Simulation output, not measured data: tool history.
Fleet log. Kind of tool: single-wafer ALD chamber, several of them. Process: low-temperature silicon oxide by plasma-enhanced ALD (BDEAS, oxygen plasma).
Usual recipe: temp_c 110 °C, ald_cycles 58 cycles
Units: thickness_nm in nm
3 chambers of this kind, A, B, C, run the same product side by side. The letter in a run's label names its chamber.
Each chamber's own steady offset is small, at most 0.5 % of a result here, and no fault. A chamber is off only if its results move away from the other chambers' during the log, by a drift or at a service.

run   hour  temp_c  ald_cycles  hours since the last thermocouple change  read-back reference wafer on the same gauge, thickness_nm  thickness_nm
 1C    3.8     110          58                                    1895.4                                                     9.6495        8.1690
 2A    7.1     110          58                                     131.1                                                     9.6488        8.1358
 3B   13.7     110          58                                     842.4                                                     9.6512        8.1876
 4A   18.5     110          58                                     142.5                                                     9.6412        8.1071
 5B   23.8     110          58                                     852.5                                                     9.6374        8.1601
 6C   28.2     110          58                                    1919.8                                                     9.6390        8.1241
 7A   31.1     110          58                                     155.1                                                     9.6396        8.1319
 8B   35.9     110          58                                     864.6                                                     9.6427        8.1436
 9C   38.7     110          58                                    1930.3                                                     9.6356        8.1593
10A   41.7     110          58                                     165.7                                                     9.6384        8.1164
11C   46.2     110          58                                    1937.8                                                     9.6348        8.1413
12B   49.8     110          58                                     878.5                                                     9.6358        8.1436
13B   54.1     110          58                                     882.8                                                     9.6329        8.1214
14C   58.3     110          58                                    1949.9                                                     9.6298        8.1451
15A   64.0     110          58                                     188.0                                                     9.6302        8.0746
16A   69.1     115          54                                     193.1                                                     9.6319        7.4813
17B   75.1     115          54                                     903.8                                                     9.6239        7.5012
18C   81.0     115          54                                    1972.6                                                     9.6229        7.5164
19A   85.3     110          58                                     209.3                                                     9.6217        8.1206
20C   91.6     110          54                                    1983.2                                                     9.6170        7.5919
21B   96.9     110          54                                     925.6                                                     9.6212        7.5718
22A  103.0     110          54                                     227.0                                                     9.6170        7.5239
23C  107.6     110          58                                    1999.2                                                     9.6138        8.1173
24B  112.6     110          58                                     941.3                                                     9.6143        8.1014
25A  117.2     110          58                                     241.2                                                     9.6127        8.0788
26C  121.2     110          58                                    2012.8                                                     9.6137        8.1369
27B  125.5     110          58                                     954.2                                                     9.6098        8.1129
28B  129.4     110          58                                     958.1                                                     9.6101        8.1099
29A  133.2     110          50                                     257.2                                                     9.6098        6.9773
30C  139.3     110          50                                    2030.9                                                     9.6060        6.9903
31A  142.7     110          50                                     266.7                                                     9.6054        6.9735
32B  147.6     110          58                                     976.3                                                     9.6012        8.1170
33C  151.8     110          58                                    2043.4                                                     9.6039        8.1216
34A  157.5     110          58                                     281.5                                                     9.6018        8.0470
35C  160.5     110          58                                    2052.1                                                     9.6009        8.1022
36B  165.6     110          58                                     994.3                                                     9.6017        8.0906
37B  171.0     110          58                                     999.7                                                     9.5927        8.0802
38C  176.2     110          58                                    2067.8                                                     9.5976        8.1318
39A  181.0     110          58                                     305.0                                                     9.5896        8.1052
40B  186.5     110          58                                    1015.2                                                     9.5874        8.1242
41A  190.3     110          58                                     314.3                                                     9.5848        8.0683
42C  194.3     110          58                                    2085.9                                                     9.5887        8.1030
43C  200.4     110          58                                    2092.0                                                     9.5817        8.0964

What goes on in this fleet: one chamber off, a drifting gauge, or nothing beyond the chambers' own small offsets? Name the chamber and the cause, if any.

None of the chambers is off. What moves is the gauge, dragging all their readings along together.
What lies behind it: gauge reads low (%) = 0.682.
